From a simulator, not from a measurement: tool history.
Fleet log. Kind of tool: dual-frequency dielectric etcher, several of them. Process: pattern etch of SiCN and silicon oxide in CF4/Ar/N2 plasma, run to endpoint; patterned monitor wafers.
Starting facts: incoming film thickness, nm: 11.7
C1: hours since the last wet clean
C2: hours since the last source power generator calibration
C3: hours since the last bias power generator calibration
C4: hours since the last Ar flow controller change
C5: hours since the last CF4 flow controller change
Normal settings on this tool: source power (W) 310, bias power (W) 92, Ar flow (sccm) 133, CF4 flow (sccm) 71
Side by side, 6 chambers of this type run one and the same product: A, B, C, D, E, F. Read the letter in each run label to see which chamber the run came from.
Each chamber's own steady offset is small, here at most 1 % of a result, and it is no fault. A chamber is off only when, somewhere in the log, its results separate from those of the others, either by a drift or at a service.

run 1B day=0.354 | source_power_(W)=310 bias_power_(W)=92 Ar_flow_(sccm)=133 CF4_flow_(sccm)=71 | C1=472.1 C2=2239.1 C3=785.1 C4=2057.0 C5=414.5 | endpoint_time_(s)=18.016
run 2D day=0.750 | source_power_(W)=310 bias_power_(W)=92 Ar_flow_(sccm)=133 CF4_flow_(sccm)=71 | C1=177.8 C2=30.2 C3=2825.4 C4=4859.5 C5=740.8 | endpoint_time_(s)=17.925
run 3E day=1.046 | source_power_(W)=310 bias_power_(W)=92 Ar_flow_(sccm)=133 CF4_flow_(sccm)=71 | C1=410.0 C2=219.9 C3=941.3 C4=2146.0 C5=1688.6 | endpoint_time_(s)=17.707
run 4A day=1.304 | source_power_(W)=310 bias_power_(W)=92 Ar_flow_(sccm)=133 CF4_flow_(sccm)=71 | C1=211.8 C2=1179.4 C3=2609.5 C4=3063.5 C5=696.5 | endpoint_time_(s)=17.990
run 5F day=1.517 | source_power_(W)=310 bias_power_(W)=92 Ar_flow_(sccm)=133 CF4_flow_(sccm)=71 | C1=319.4 C2=1888.4 C3=129.2 C4=488.9 C5=1394.0 | endpoint_time_(s)=18.160
run 6C day=1.712 | source_power_(W)=310 bias_power_(W)=92 Ar_flow_(sccm)=133 CF4_flow_(sccm)=71 | C1=123.0 C2=762.3 C3=1278.8 C4=970.2 C5=3202.8 | endpoint_time_(s)=18.018
run 7C day=2.033 | source_power_(W)=310 bias_power_(W)=92 Ar_flow_(sccm)=133 CF4_flow_(sccm)=71 | C1=130.7 C2=770.0 C3=1286.5 C4=977.9 C5=3210.5 | endpoint_time_(s)=17.919
run 8B day=2.229 | source_power_(W)=310 bias_power_(W)=92 Ar_flow_(sccm)=133 CF4_flow_(sccm)=71 | C1=517.1 C2=2284.1 C3=830.1 C4=2102.0 C5=459.5 | endpoint_time_(s)=18.093
-- day=2.354 chamber A: bias power generator calibrated
run 9F day=2.496 | source_power_(W)=310 bias_power_(W)=92 Ar_flow_(sccm)=133 CF4_flow_(sccm)=71 | C1=342.9 C2=1911.9 C3=152.7 C4=512.4 C5=1417.5 | endpoint_time_(s)=18.116
-- day=2.654 chamber B: wet clean of the chamber
run 10D day=2.883 | source_power_(W)=310 bias_power_(W)=92 Ar_flow_(sccm)=133 CF4_flow_(sccm)=71 | C1=229.0 C2=81.4 C3=2876.6 C4=4910.7 C5=792.0 | endpoint_time_(s)=17.868
run 11A day=3.125 | source_power_(W)=310 bias_power_(W)=92 Ar_flow_(sccm)=133 CF4_flow_(sccm)=71 | C1=255.5 C2=1223.1 C3=18.6 C4=3107.2 C5=740.2 | endpoint_time_(s)=17.789
run 12E day=3.517 | source_power_(W)=310 bias_power_(W)=92 Ar_flow_(sccm)=133 CF4_flow_(sccm)=71 | C1=469.3 C2=279.2 C3=1000.6 C4=2205.3 C5=1747.9 | endpoint_time_(s)=17.824
run 13E day=3.812 | source_power_(W)=310 bias_power_(W)=92 Ar_flow_(sccm)=133 CF4_flow_(sccm)=71 | C1=476.4 C2=286.3 C3=1007.7 C4=2212.4 C5=1755.0 | endpoint_time_(s)=17.910
run 14A day=4.062 | source_power_(W)=310 bias_power_(W)=92 Ar_flow_(sccm)=133 CF4_flow_(sccm)=71 | C1=278.0 C2=1245.6 C3=41.1 C4=3129.7 C5=762.7 | endpoint_time_(s)=17.874
run 15F day=4.275 | source_power_(W)=270 bias_power_(W)=92 Ar_flow_(sccm)=155 CF4_flow_(sccm)=71 | C1=385.6 C2=1954.6 C3=195.4 C4=555.1 C5=1460.2 | endpoint_time_(s)=20.932
run 16B day=4.471 | source_power_(W)=270 bias_power_(W)=92 Ar_flow_(sccm)=155 CF4_flow_(sccm)=71 | C1=43.7 C2=2337.9 C3=883.9 C4=2155.8 C5=513.3 | endpoint_time_(s)=20.656
run 17C day=4.808 | source_power_(W)=270 bias_power_(W)=92 Ar_flow_(sccm)=155 CF4_flow_(sccm)=71 | C1=197.3 C2=836.6 C3=1353.1 C4=1044.5 C5=3277.1 | endpoint_time_(s)=20.332
run 18D day=5.146 | source_power_(W)=270 bias_power_(W)=92 Ar_flow_(sccm)=155 CF4_flow_(sccm)=71 | C1=283.3 C2=135.7 C3=2930.9 C4=4965.0 C5=846.3 | endpoint_time_(s)=20.887
run 19E day=5.454 | source_power_(W)=270 bias_power_(W)=92 Ar_flow_(sccm)=155 CF4_flow_(sccm)=71 | C1=515.8 C2=325.7 C3=1047.1 C4=2251.8 C5=1794.4 | endpoint_time_(s)=20.608
-- day=5.621 chamber D: Ar flow controller replaced
run 20C day=5.758 | source_power_(W)=270 bias_power_(W)=92 Ar_flow_(sccm)=155 CF4_flow_(sccm)=71 | C1=220.1 C2=859.4 C3=1375.9 C4=1067.3 C5=3299.9 | endpoint_time_(s)=20.182
-- day=5.862 chamber A: wet clean of the chamber
run 21A day=6.133 | source_power_(W)=310 bias_power_(W)=92 Ar_flow_(sccm)=133 CF4_flow_(sccm)=71 | C1=6.6 C2=1295.3 C3=90.8 C4=3179.4 C5=812.4 | endpoint_time_(s)=18.012
run 22B day=6.483 | source_power_(W)=270 bias_power_(W)=92 Ar_flow_(sccm)=133 CF4_flow_(sccm)=71 | C1=92.0 C2=2386.2 C3=932.2 C4=2204.1 C5=561.6 | endpoint_time_(s)=20.444
-- day=6.679 chamber E: wet clean of the chamber
-- day=6.771 chamber F: wet clean of the chamber
run 23D day=6.792 | source_power_(W)=270 bias_power_(W)=92 Ar_flow_(sccm)=133 CF4_flow_(sccm)=71 | C1=322.8 C2=175.2 C3=2970.4 C4=28.1 C5=885.8 | endpoint_time_(s)=20.038
run 24F day=6.979 | source_power_(W)=270 bias_power_(W)=92 Ar_flow_(sccm)=133 CF4_flow_(sccm)=71 | C1=5.0 C2=2019.5 C3=260.3 C4=620.0 C5=1525.1 | endpoint_time_(s)=20.381
run 25C day=7.238 | source_power_(W)=270 bias_power_(W)=92 Ar_flow_(sccm)=133 CF4_flow_(sccm)=71 | C1=255.6 C2=894.9 C3=1411.4 C4=1102.8 C5=3335.4 | endpoint_time_(s)=19.720
run 26D day=7.542 | source_power_(W)=270 bias_power_(W)=92 Ar_flow_(sccm)=133 CF4_flow_(sccm)=71 | C1=340.8 C2=193.2 C3=2988.4 C4=46.1 C5=903.8 | endpoint_time_(s)=20.258
run 27B day=7.771 | source_power_(W)=270 bias_power_(W)=92 Ar_flow_(sccm)=133 CF4_flow_(sccm)=71 | C1=122.9 C2=2417.1 C3=963.1 C4=2235.0 C5=592.5 | endpoint_time_(s)=20.353
run 28A day=8.021 | source_power_(W)=310 bias_power_(W)=92 Ar_flow_(sccm)=133 CF4_flow_(sccm)=71 | C1=51.9 C2=1340.6 C3=136.1 C4=3224.7 C5=857.7 | endpoint_time_(s)=17.935
run 29E day=8.262 | source_power_(W)=310 bias_power_(W)=92 Ar_flow_(sccm)=133 CF4_flow_(sccm)=71 | C1=38.1 C2=393.1 C3=1114.5 C4=2319.2 C5=1861.8 | endpoint_time_(s)=17.898
run 30F day=8.562 | source_power_(W)=310 bias_power_(W)=92 Ar_flow_(sccm)=133 CF4_flow_(sccm)=71 | C1=43.0 C2=2057.5 C3=298.3 C4=658.0 C5=1563.1 | endpoint_time_(s)=18.250
run 31A day=8.821 | source_power_(W)=310 bias_power_(W)=92 Ar_flow_(sccm)=133 CF4_flow_(sccm)=71 | C1=71.1 C2=1359.8 C3=155.3 C4=3243.9 C5=876.9 | endpoint_time_(s)=17.882
run 32B day=9.067 | source_power_(W)=310 bias_power_(W)=92 Ar_flow_(sccm)=133 CF4_flow_(sccm)=71 | C1=154.0 C2=2448.2 C3=994.2 C4=2266.1 C5=623.6 | endpoint_time_(s)=17.870
run 33E day=9.242 | source_power_(W)=310 bias_power_(W)=92 Ar_flow_(sccm)=133 CF4_flow_(sccm)=71 | C1=61.6 C2=416.6 C3=1138.0 C4=2342.7 C5=1885.3 | endpoint_time_(s)=17.989
run 34D day=9.479 | source_power_(W)=310 bias_power_(W)=92 Ar_flow_(sccm)=133 CF4_flow_(sccm)=71 | C1=387.3 C2=239.7 C3=3034.9 C4=92.6 C5=950.3 | endpoint_time_(s)=17.987
run 35C day=9.862 | source_power_(W)=310 bias_power_(W)=92 Ar_flow_(sccm)=133 CF4_flow_(sccm)=71 | C1=318.6 C2=957.9 C3=1474.4 C4=1165.8 C5=3398.4 | endpoint_time_(s)=17.332
run 36F day=10.192 | source_power_(W)=310 bias_power_(W)=92 Ar_flow_(sccm)=133 CF4_flow_(sccm)=71 | C1=82.1 C2=2096.6 C3=337.4 C4=697.1 C5=1602.2 | endpoint_time_(s)=18.306
run 37B day=10.454 | source_power_(W)=310 bias_power_(W)=92 Ar_flow_(sccm)=133 CF4_flow_(sccm)=71 | C1=187.3 C2=2481.5 C3=1027.5 C4=2299.4 C5=656.9 | endpoint_time_(s)=18.066
run 38E day=10.812 | source_power_(W)=310 bias_power_(W)=92 Ar_flow_(sccm)=133 CF4_flow_(sccm)=71 | C1=99.3 C2=454.3 C3=1175.7 C4=2380.4 C5=1923.0 | endpoint_time_(s)=17.723
run 39C day=11.188 | source_power_(W)=310 bias_power_(W)=85 Ar_flow_(sccm)=133 CF4_flow_(sccm)=62 | C1=350.4 C2=989.7 C3=1506.2 C4=1197.6 C5=3430.2 | endpoint_time_(s)=17.971

All 6 chambers run these settings next. Forecast each chamber's results:
run 40A day=11.471 | source_power_(W)=310 bias_power_(W)=92 Ar_flow_(sccm)=133 CF4_flow_(sccm)=71 | endpoint_time_(s)=?
run 40B day=11.471 | source_power_(W)=310 bias_power_(W)=92 Ar_flow_(sccm)=133 CF4_flow_(sccm)=71 | endpoint_time_(s)=?
run 40C day=11.471 | source_power_(W)=310 bias_power_(W)=92 Ar_flow_(sccm)=133 CF4_flow_(sccm)=71 | endpoint_time_(s)=?
run 40D day=11.471 | source_power_(W)=310 bias_power_(W)=92 Ar_flow_(sccm)=133 CF4_flow_(sccm)=71 | endpoint_time_(s)=?
run 40E day=11.471 | source_power_(W)=310 bias_power_(W)=92 Ar_flow_(sccm)=133 CF4_flow_(sccm)=71 | endpoint_time_(s)=?
run 40F day=11.471 | source_power_(W)=310 bias_power_(W)=92 Ar_flow_(sccm)=133 CF4_flow_(sccm)=71 | endpoint_time_(s)=?

run=40A endpoint_time_(s)=17.874
run=40B endpoint_time_(s)=17.957
run=40C endpoint_time_(s)=17.086
run=40D endpoint_time_(s)=18.036
run=40E endpoint_time_(s)=17.929
run=40F endpoint_time_(s)=18.144

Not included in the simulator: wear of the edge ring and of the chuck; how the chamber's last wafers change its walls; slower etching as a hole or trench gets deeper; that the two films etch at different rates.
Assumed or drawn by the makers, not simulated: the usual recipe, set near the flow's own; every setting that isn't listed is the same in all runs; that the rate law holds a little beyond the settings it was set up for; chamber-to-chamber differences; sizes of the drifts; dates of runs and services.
